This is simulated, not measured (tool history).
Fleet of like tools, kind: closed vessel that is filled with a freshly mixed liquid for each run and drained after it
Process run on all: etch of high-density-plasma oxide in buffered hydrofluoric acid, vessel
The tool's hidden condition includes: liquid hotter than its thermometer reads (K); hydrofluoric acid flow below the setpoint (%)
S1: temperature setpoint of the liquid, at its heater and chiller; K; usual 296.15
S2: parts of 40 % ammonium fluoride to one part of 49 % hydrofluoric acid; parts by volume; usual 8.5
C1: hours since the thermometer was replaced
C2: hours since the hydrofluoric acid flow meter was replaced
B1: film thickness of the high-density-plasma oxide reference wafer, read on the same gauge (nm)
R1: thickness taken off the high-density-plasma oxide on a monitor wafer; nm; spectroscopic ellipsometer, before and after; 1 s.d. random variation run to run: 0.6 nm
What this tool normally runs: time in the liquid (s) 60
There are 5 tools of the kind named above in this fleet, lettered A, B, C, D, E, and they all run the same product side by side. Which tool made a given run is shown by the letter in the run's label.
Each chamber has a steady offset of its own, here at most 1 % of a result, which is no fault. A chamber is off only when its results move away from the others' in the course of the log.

run 1C hour=8.9 | S1=296.15 S2=8.5 time_in_the_liquid_(s)=60 | C1=87.1 C2=777.2 | B1=110.04 | R1=81.196
run 2A hour=18.8 | S1=296.15 S2=8.5 time_in_the_liquid_(s)=60 | C1=131.9 C2=2120.7 | B1=110.00 | R1=78.667
run 3E hour=29.0 | S1=296.15 S2=8.5 time_in_the_liquid_(s)=60 | C1=490.7 C2=845.5 | B1=110.03 | R1=79.170
run 4B hour=39.3 | S1=296.15 S2=8.5 time_in_the_liquid_(s)=60 | C1=509.9 C2=372.7 | B1=109.98 | R1=80.416
run 5D hour=50.1 | S1=296.15 S2=8.5 time_in_the_liquid_(s)=60 | C1=522.5 C2=372.9 | B1=109.99 | R1=80.138
run 6E hour=61.0 | S1=296.15 S2=8.5 time_in_the_liquid_(s)=60 | C1=522.7 C2=877.5 | B1=109.96 | R1=77.796
run 7A hour=69.7 | S1=296.15 S2=8.5 time_in_the_liquid_(s)=60 | C1=182.8 C2=2171.6 | B1=109.98 | R1=79.472
run 8D hour=74.8 | S1=296.15 S2=8.5 time_in_the_liquid_(s)=60 | C1=547.2 C2=397.6 | B1=110.02 | R1=81.549
run 9C hour=83.4 | S1=296.15 S2=8.5 time_in_the_liquid_(s)=60 | C1=161.6 C2=851.7 | B1=109.98 | R1=80.244
run 10B hour=89.7 | S1=296.15 S2=10.5 time_in_the_liquid_(s)=60 | C1=560.3 C2=423.1 | B1=109.96 | R1=67.987
run 11B hour=100.6 | S1=296.15 S2=10.5 time_in_the_liquid_(s)=60 | C1=571.2 C2=434.0 | B1=110.03 | R1=67.107
run 12E hour=109.5 | S1=296.15 S2=10.5 time_in_the_liquid_(s)=60 | C1=571.2 C2=926.0 | B1=109.99 | R1=65.781
run 13C hour=117.7 | S1=296.15 S2=10.5 time_in_the_liquid_(s)=60 | C1=195.9 C2=886.0 | B1=110.01 | R1=67.533
run 14D hour=128.0 | S1=296.15 S2=10.5 time_in_the_liquid_(s)=60 | C1=600.4 C2=450.8 | B1=109.98 | R1=67.375
run 15A hour=136.6 | S1=296.15 S2=8.5 time_in_the_liquid_(s)=60 | C1=249.7 C2=2238.5 | B1=110.00 | R1=79.642
run 16B hour=142.0 | S1=296.15 S2=8.5 time_in_the_liquid_(s)=40 | C1=612.6 C2=475.4 | B1=109.99 | R1=53.396
run 17D hour=149.0 | S1=296.15 S2=8.5 time_in_the_liquid_(s)=40 | C1=621.4 C2=471.8 | B1=109.99 | R1=53.225
run 18E hour=158.5 | S1=296.15 S2=8.5 time_in_the_liquid_(s)=40 | C1=620.2 C2=975.0 | B1=110.02 | R1=53.444
run 19C hour=169.7 | S1=296.15 S2=8.5 time_in_the_liquid_(s)=40 | C1=247.9 C2=938.0 | B1=110.00 | R1=53.921
run 20A hour=179.6 | S1=296.15 S2=8.5 time_in_the_liquid_(s)=40 | C1=292.7 C2=2281.5 | B1=110.04 | R1=52.673
run 21D hour=190.7 | S1=299.65 S2=9.5 time_in_the_liquid_(s)=60 | C1=663.1 C2=513.5 | B1=109.95 | R1=88.072
run 22E hour=196.0 | S1=299.65 S2=9.5 time_in_the_liquid_(s)=60 | C1=657.7 C2=1012.5 | B1=110.01 | R1=87.489
run 23C hour=201.4 | S1=299.65 S2=9.5 time_in_the_liquid_(s)=60 | C1=279.6 C2=969.7 | B1=110.01 | R1=88.003
run 24A hour=210.1 | S1=299.65 S2=9.5 time_in_the_liquid_(s)=60 | C1=323.2 C2=2312.0 | B1=110.02 | R1=88.369
run 25B hour=220.2 | S1=299.65 S2=9.5 time_in_the_liquid_(s)=60 | C1=690.8 C2=553.6 | B1=109.99 | R1=88.500
run 26D hour=225.7 | S1=296.15 S2=8.5 time_in_the_liquid_(s)=60 | C1=698.1 C2=548.5 | B1=109.98 | R1=80.753
run 27A hour=235.3 | S1=296.15 S2=11.0 time_in_the_liquid_(s)=35 | C1=348.4 C2=2337.2 | B1=109.96 | R1=37.075
run 28C hour=244.9 | S1=296.15 S2=11.0 time_in_the_liquid_(s)=35 | C1=323.1 C2=1013.2 | B1=109.99 | R1=37.716
run 29E hour=252.2 | S1=296.15 S2=11.0 time_in_the_liquid_(s)=35 | C1=713.9 C2=1068.7 | B1=109.99 | R1=37.604
run 30B hour=263.0 | S1=296.15 S2=11.0 time_in_the_liquid_(s)=35 | C1=733.6 C2=596.4 | B1=110.01 | R1=37.881
run 31E hour=268.2 | S1=296.15 S2=11.0 time_in_the_liquid_(s)=35 | C1=729.9 C2=1084.7 | B1=109.98 | R1=37.073
run 32A hour=277.2 | S1=296.15 S2=8.5 time_in_the_liquid_(s)=60 | C1=390.3 C2=2379.1 | B1=110.01 | R1=79.125
run 33D hour=284.4 | S1=296.15 S2=8.5 time_in_the_liquid_(s)=60 | C1=756.8 C2=607.2 | B1=109.99 | R1=80.382
run 34C hour=292.2 | S1=296.15 S2=8.5 time_in_the_liquid_(s)=60 | C1=370.4 C2=1060.5 | B1=110.03 | R1=80.528

Each of the 5 chambers runs these same settings next. Fill in every chamber's results:
run 35A hour=300.4 | S1=292.15 S2=8.5 time_in_the_liquid_(s)=60 | R1=?
run 35B hour=300.4 | S1=292.15 S2=8.5 time_in_the_liquid_(s)=60 | R1=?
run 35C hour=300.4 | S1=292.15 S2=8.5 time_in_the_liquid_(s)=60 | R1=?
run 35D hour=300.4 | S1=292.15 S2=8.5 time_in_the_liquid_(s)=60 | R1=?
run 35E hour=300.4 | S1=292.15 S2=8.5 time_in_the_liquid_(s)=60 | R1=?

run=35A R1=64.046
run=35B R1=63.974
run=35C R1=65.011
run=35D R1=63.615
run=35E R1=63.748

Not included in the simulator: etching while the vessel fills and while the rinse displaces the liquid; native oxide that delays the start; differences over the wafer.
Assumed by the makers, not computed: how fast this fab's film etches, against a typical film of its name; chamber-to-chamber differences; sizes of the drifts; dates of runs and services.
